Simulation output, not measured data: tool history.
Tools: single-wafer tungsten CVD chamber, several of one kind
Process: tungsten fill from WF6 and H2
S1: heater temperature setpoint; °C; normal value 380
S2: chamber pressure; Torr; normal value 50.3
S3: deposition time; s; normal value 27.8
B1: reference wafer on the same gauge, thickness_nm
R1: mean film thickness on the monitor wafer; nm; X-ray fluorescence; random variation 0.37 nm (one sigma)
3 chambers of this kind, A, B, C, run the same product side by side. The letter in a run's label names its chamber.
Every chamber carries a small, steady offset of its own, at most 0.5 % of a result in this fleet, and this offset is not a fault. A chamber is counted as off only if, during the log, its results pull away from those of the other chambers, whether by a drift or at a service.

{"run": "1A", "day": 0.188, "S1": 380, "S2": 50.3, "S3": 27.8, "B1": 82.596, "R1": 70.725}
{"run": "2C", "day": 0.55, "S1": 380, "S2": 50.3, "S3": 27.8, "B1": 82.648, "R1": 70.031}
{"run": "3B", "day": 0.75, "S1": 380, "S2": 50.3, "S3": 27.8, "B1": 82.588, "R1": 70.065}
{"run": "4B", "day": 0.967, "S1": 380, "S2": 50.3, "S3": 27.8, "B1": 82.555, "R1": 69.62}
{"run": "5C", "day": 1.3, "S1": 380, "S2": 50.3, "S3": 27.8, "B1": 82.642, "R1": 69.868}
{"run": "6A", "day": 1.625, "S1": 380, "S2": 50.3, "S3": 27.8, "B1": 82.579, "R1": 70.592}
{"run": "7B", "day": 1.942, "S1": 386, "S2": 54.3, "S3": 27.8, "B1": 82.537, "R1": 81.74}
{"run": "8A", "day": 2.154, "S1": 386, "S2": 54.3, "S3": 27.8, "B1": 82.662, "R1": 81.716}
{"run": "9C", "day": 2.383, "S1": 386, "S2": 54.3, "S3": 27.8, "B1": 82.573, "R1": 81.6}
{"run": "10A", "day": 2.688, "S1": 380, "S2": 50.3, "S3": 27.8, "B1": 82.576, "R1": 70.019}
{"run": "11C", "day": 2.862, "S1": 392, "S2": 54.4, "S3": 27.8, "B1": 82.722, "R1": 91.239}
{"run": "12B", "day": 3.058, "S1": 392, "S2": 54.4, "S3": 27.8, "B1": 82.557, "R1": 92.209}
{"run": "13B", "day": 3.288, "S1": 392, "S2": 54.4, "S3": 27.8, "B1": 82.617, "R1": 91.376}
{"run": "14C", "day": 3.65, "S1": 380, "S2": 50.3, "S3": 27.8, "B1": 82.511, "R1": 69.939}
{"run": "15A", "day": 3.938, "S1": 380, "S2": 50.3, "S3": 27.8, "B1": 82.571, "R1": 70.619}
{"run": "16B", "day": 4.204, "S1": 380, "S2": 50.3, "S3": 27.8, "B1": 82.57, "R1": 70.371}
{"run": "17A", "day": 4.458, "S1": 380, "S2": 50.3, "S3": 27.8, "B1": 82.526, "R1": 69.775}
{"run": "18C", "day": 4.642, "S1": 380, "S2": 50.3, "S3": 27.8, "B1": 82.615, "R1": 69.823}
{"run": "19C", "day": 4.812, "S1": 380, "S2": 50.3, "S3": 27.8, "B1": 82.556, "R1": 70.044}
{"run": "20A", "day": 5.054, "S1": 380, "S2": 50.3, "S3": 27.8, "B1": 82.432, "R1": 69.891}
{"run": "21B", "day": 5.342, "S1": 380, "S2": 50.3, "S3": 27.8, "B1": 82.642, "R1": 70.574}
{"run": "22C", "day": 5.517, "S1": 380, "S2": 57.3, "S3": 25.9, "B1": 82.622, "R1": 69.425}
{"run": "23A", "day": 5.817, "S1": 380, "S2": 57.3, "S3": 25.9, "B1": 82.549, "R1": 68.956}
{"run": "24B", "day": 6.042, "S1": 380, "S2": 57.3, "S3": 25.9, "B1": 82.633, "R1": 69.504}
{"run": "25C", "day": 6.325, "S1": 380, "S2": 50.3, "S3": 27.8, "B1": 82.509, "R1": 69.639}
{"run": "26A", "day": 6.496, "S1": 380, "S2": 50.3, "S3": 27.8, "B1": 82.601, "R1": 69.862}
{"run": "27B", "day": 6.733, "S1": 380, "S2": 50.3, "S3": 27.8, "B1": 82.577, "R1": 69.592}
{"run": "28A", "day": 7.033, "S1": 380, "S2": 50.3, "S3": 27.8, "B1": 82.42, "R1": 70.152}
{"run": "29B", "day": 7.362, "S1": 380, "S2": 50.3, "S3": 27.8, "B1": 82.524, "R1": 69.489}
{"run": "30C", "day": 7.662, "S1": 380, "S2": 50.3, "S3": 27.8, "B1": 82.661, "R1": 69.497}
{"run": "31C", "day": 7.867, "S1": 380, "S2": 50.3, "S3": 27.8, "B1": 82.574, "R1": 69.949}
{"run": "32B", "day": 8.15, "S1": 380, "S2": 50.3, "S3": 27.8, "B1": 82.635, "R1": 70.079}
{"run": "33A", "day": 8.467, "S1": 380, "S2": 50.3, "S3": 27.8, "B1": 82.661, "R1": 69.832}
{"run": "34B", "day": 8.654, "S1": 380, "S2": 50.3, "S3": 27.8, "B1": 82.542, "R1": 70.497}
{"run": "35A", "day": 8.9, "S1": 380, "S2": 50.3, "S3": 27.8, "B1": 82.56, "R1": 70.533}
{"run": "36C", "day": 9.238, "S1": 368, "S2": 50.3, "S3": 27.8, "B1": 82.587, "R1": 54.371}
{"run": "37A", "day": 9.525, "S1": 368, "S2": 50.3, "S3": 27.8, "B1": 82.614, "R1": 54.934}
{"day": 9.683, "done": "chamber B: capacitance manometer re-zeroed and calibrated"}
{"run": "38B", "day": 9.708, "S1": 368, "S2": 50.3, "S3": 27.8, "B1": 82.583, "R1": 54.602}

Each of the 3 chambers runs these same settings next. Fill in every chamber's results:
{"run": "39A", "day": 9.967, "S1": 380, "S2": 50.3, "S3": 27.8, "R1": "?"}
{"run": "39B", "day": 9.967, "S1": 380, "S2": 50.3, "S3": 27.8, "R1": "?"}
{"run": "39C", "day": 9.967, "S1": 380, "S2": 50.3, "S3": 27.8, "R1": "?"}

run=39A R1=70.087
run=39B R1=70.039
run=39C R1=68.943

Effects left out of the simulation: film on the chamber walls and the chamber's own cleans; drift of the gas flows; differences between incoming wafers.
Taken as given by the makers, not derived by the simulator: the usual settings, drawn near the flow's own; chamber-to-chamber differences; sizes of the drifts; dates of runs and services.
